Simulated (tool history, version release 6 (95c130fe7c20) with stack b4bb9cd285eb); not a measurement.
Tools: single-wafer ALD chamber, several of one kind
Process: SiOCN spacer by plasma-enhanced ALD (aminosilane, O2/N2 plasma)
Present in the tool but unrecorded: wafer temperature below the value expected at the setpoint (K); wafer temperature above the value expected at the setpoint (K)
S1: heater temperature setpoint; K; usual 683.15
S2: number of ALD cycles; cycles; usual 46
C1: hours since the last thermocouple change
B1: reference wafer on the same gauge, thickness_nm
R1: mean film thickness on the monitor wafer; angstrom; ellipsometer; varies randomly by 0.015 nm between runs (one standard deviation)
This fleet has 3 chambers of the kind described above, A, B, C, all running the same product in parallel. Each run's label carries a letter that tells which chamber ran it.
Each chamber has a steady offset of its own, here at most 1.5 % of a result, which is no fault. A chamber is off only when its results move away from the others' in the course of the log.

{"run": "1C", "day": 0.462, "S1": 683.15, "S2": 46, "C1": 691.4, "B1": 2.3099, "R1": 27.248}
{"run": "2A", "day": 0.983, "S1": 683.15, "S2": 46, "C1": 739.2, "B1": 2.3107, "R1": 27.035}
{"run": "3B", "day": 1.392, "S1": 683.15, "S2": 46, "C1": 1211.6, "B1": 2.3095, "R1": 26.787}
{"run": "4C", "day": 1.779, "S1": 683.15, "S2": 46, "C1": 723.0, "B1": 2.3081, "R1": 26.489}
{"run": "5B", "day": 2.062, "S1": 683.15, "S2": 46, "C1": 1227.7, "B1": 2.3085, "R1": 26.669}
{"run": "6A", "day": 2.375, "S1": 683.15, "S2": 46, "C1": 772.6, "B1": 2.3077, "R1": 27.028}
{"run": "7A", "day": 2.846, "S1": 683.15, "S2": 46, "C1": 783.9, "B1": 2.3153, "R1": 27.294}
{"run": "8C", "day": 3.204, "S1": 695.15, "S2": 40, "C1": 757.2, "B1": 2.3116, "R1": 22.507}
{"run": "9B", "day": 3.554, "S1": 695.15, "S2": 40, "C1": 1263.5, "B1": 2.311, "R1": 22.269}
{"run": "10A", "day": 3.862, "S1": 695.15, "S2": 40, "C1": 808.3, "B1": 2.3099, "R1": 22.508}
{"run": "11C", "day": 4.475, "S1": 683.15, "S2": 46, "C1": 787.7, "B1": 2.31, "R1": 26.959}
{"run": "12B", "day": 4.862, "S1": 683.15, "S2": 46, "C1": 1294.9, "B1": 2.3104, "R1": 26.908}
{"run": "13A", "day": 5.221, "S1": 683.15, "S2": 46, "C1": 840.9, "B1": 2.3118, "R1": 26.848}
{"run": "14B", "day": 5.683, "S1": 683.15, "S2": 46, "C1": 1314.6, "B1": 2.3143, "R1": 26.621}
{"run": "15C", "day": 5.979, "S1": 683.15, "S2": 46, "C1": 823.8, "B1": 2.3092, "R1": 26.84}
{"run": "16B", "day": 6.321, "S1": 669.15, "S2": 37, "C1": 1329.9, "B1": 2.3104, "R1": 22.036}
{"run": "17A", "day": 6.721, "S1": 669.15, "S2": 37, "C1": 876.9, "B1": 2.3067, "R1": 22.174}
{"run": "18C", "day": 7.117, "S1": 669.15, "S2": 37, "C1": 851.1, "B1": 2.3097, "R1": 22.244}
{"run": "19C", "day": 7.475, "S1": 683.15, "S2": 46, "C1": 859.7, "B1": 2.3098, "R1": 26.754}
{"run": "20B", "day": 7.846, "S1": 691.15, "S2": 50, "C1": 1366.5, "B1": 2.3119, "R1": 28.332}
{"day": 7.946, "done": "chamber B: thermocouple changed; heater temperature recalibrated"}
{"run": "21A", "day": 8.321, "S1": 691.15, "S2": 50, "C1": 915.3, "B1": 2.3093, "R1": 28.663}
{"run": "22A", "day": 8.633, "S1": 691.15, "S2": 50, "C1": 922.8, "B1": 2.3109, "R1": 28.603}
{"run": "23C", "day": 9.133, "S1": 691.15, "S2": 49, "C1": 899.5, "B1": 2.3112, "R1": 27.851}
{"run": "24B", "day": 9.504, "S1": 691.15, "S2": 49, "C1": 37.4, "B1": 2.3101, "R1": 27.675}
{"run": "25A", "day": 9.979, "S1": 691.15, "S2": 49, "C1": 955.1, "B1": 2.312, "R1": 27.999}
{"run": "26C", "day": 10.496, "S1": 683.15, "S2": 46, "C1": 932.2, "B1": 2.3087, "R1": 26.786}
{"run": "27B", "day": 10.846, "S1": 683.15, "S2": 46, "C1": 69.6, "B1": 2.3108, "R1": 26.536}
{"run": "28B", "day": 11.25, "S1": 683.15, "S2": 46, "C1": 79.3, "B1": 2.3096, "R1": 26.514}
{"run": "29C", "day": 11.612, "S1": 683.15, "S2": 46, "C1": 959.0, "B1": 2.3111, "R1": 27.19}
{"run": "30A", "day": 12.2, "S1": 683.15, "S2": 46, "C1": 1008.4, "B1": 2.3116, "R1": 27.072}
{"run": "31A", "day": 12.675, "S1": 683.15, "S2": 46, "C1": 1019.8, "B1": 2.3097, "R1": 27.323}
{"run": "32B", "day": 12.954, "S1": 683.15, "S2": 46, "C1": 120.2, "B1": 2.3069, "R1": 26.935}
{"run": "33C", "day": 13.525, "S1": 683.15, "S2": 46, "C1": 1004.9, "B1": 2.3076, "R1": 26.968}
{"run": "34B", "day": 13.85, "S1": 683.15, "S2": 46, "C1": 141.7, "B1": 2.3084, "R1": 26.21}
{"run": "35A", "day": 14.142, "S1": 683.15, "S2": 46, "C1": 1055.0, "B1": 2.3086, "R1": 26.768}
{"run": "36C", "day": 14.417, "S1": 683.15, "S2": 46, "C1": 1026.3, "B1": 2.3119, "R1": 26.695}
{"run": "37C", "day": 14.812, "S1": 683.15, "S2": 46, "C1": 1035.8, "B1": 2.3098, "R1": 27.11}
{"run": "38B", "day": 15.104, "S1": 683.15, "S2": 46, "C1": 171.8, "B1": 2.3085, "R1": 26.559}

Does one chamber stand apart from the rest, does the shared gauge drift, or is all well apart from small per-chamber offsets? Give the chamber and the most likely cause, where there is one.

Beyond each chamber's small constant offset nothing stands out, and the gauge stays steady.
